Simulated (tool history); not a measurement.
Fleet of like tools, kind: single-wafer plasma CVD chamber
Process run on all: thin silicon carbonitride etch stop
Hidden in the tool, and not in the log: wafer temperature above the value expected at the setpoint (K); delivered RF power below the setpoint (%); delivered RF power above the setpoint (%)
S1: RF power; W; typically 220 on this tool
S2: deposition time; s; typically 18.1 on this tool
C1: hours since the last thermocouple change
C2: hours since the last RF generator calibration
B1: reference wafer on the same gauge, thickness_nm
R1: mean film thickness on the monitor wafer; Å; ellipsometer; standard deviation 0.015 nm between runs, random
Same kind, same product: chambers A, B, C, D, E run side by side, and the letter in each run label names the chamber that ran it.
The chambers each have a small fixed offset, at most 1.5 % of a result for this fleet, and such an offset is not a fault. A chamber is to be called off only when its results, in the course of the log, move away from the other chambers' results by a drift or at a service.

run	hour	S1	S2	C1	C2	B1	R1
1C	6.4	220	18.1	265.0	549.6	10.999	106.320
2A	11.8	220	18.1	1515.8	209.6	10.998	105.400
3B	16.9	220	18.1	797.7	46.6	11.002	105.980
4D	22.0	220	18.1	2888.2	1255.3	11.003	107.260
5E	27.0	235	20.3	345.3	63.7	11.006	120.700
6E	31.8	235	20.3	350.1	68.5	11.005	120.780
7D	39.9	235	20.3	2906.1	1273.2	11.010	122.440
8B	48.2	235	20.3	829.0	77.9	11.010	121.260
9A	57.8	235	20.3	1561.8	255.6	11.011	120.480
10C	65.9	220	18.1	324.5	609.1	11.014	106.530
11B	74.7	180	16.7	855.5	104.4	11.018	92.123
12E	79.4	180	16.7	397.7	116.1	11.015	91.882
13C	87.3	180	16.7	345.9	630.5	11.016	92.280
14A	96.8	180	16.7	1600.8	294.6	11.022	91.827
15D	103.1	180	16.7	2969.3	1336.4	11.026	93.151
16D	111.6	195	15.0	2977.8	1344.9	11.028	85.823
17B	120.6	195	15.0	901.4	150.3	11.025	84.967
18E	127.8	195	15.0	446.1	164.5	11.027	84.733
19C	135.7	195	15.0	394.3	678.9	11.029	85.082
# hour 139.4: chamber A: thermocouple changed; heater temperature recalibrated
20A	141.2	195	15.0	1.9	339.0	11.029	84.568
21C	150.3	220	18.1	408.9	693.5	11.036	106.440
22B	155.0	220	18.1	935.8	184.7	11.035	106.240
23A	164.3	220	18.1	25.0	362.1	11.040	105.520
24E	174.4	220	18.1	492.7	211.1	11.037	105.800
25D	183.9	220	18.1	3050.1	1417.2	11.042	107.340
26A	192.4	220	18.1	53.1	390.2	11.039	105.940
# hour 200.5: chamber D: RF generator calibrated
27C	202.0	220	18.1	460.6	745.2	11.046	106.530
28B	210.7	220	18.1	991.5	240.4	11.046	106.460
29D	220.2	220	18.1	3086.4	19.8	11.051	107.660
30E	225.7	220	18.1	544.0	262.4	11.051	106.000
31E	234.7	220	18.1	553.0	271.4	11.050	106.100
32A	240.4	235	18.1	101.1	438.2	11.053	108.040
# hour 244.5: chamber D: thermocouple changed; heater temperature recalibrated
33C	247.8	235	18.1	506.4	791.0	11.056	108.900
34D	256.5	235	18.1	12.0	56.1	11.054	109.670
35B	265.4	235	18.1	1046.2	295.1	11.057	108.520
36A	270.9	235	18.1	131.6	468.7	11.059	108.060

What goes on in this fleet: one chamber off, a drifting gauge, or nothing beyond the chambers' own small offsets? Name the chamber and the cause, if any.

None of the chambers is off. What moves is the gauge, dragging all their readings along together.
Most likely cause: gauge reads high (%) = 0.566.
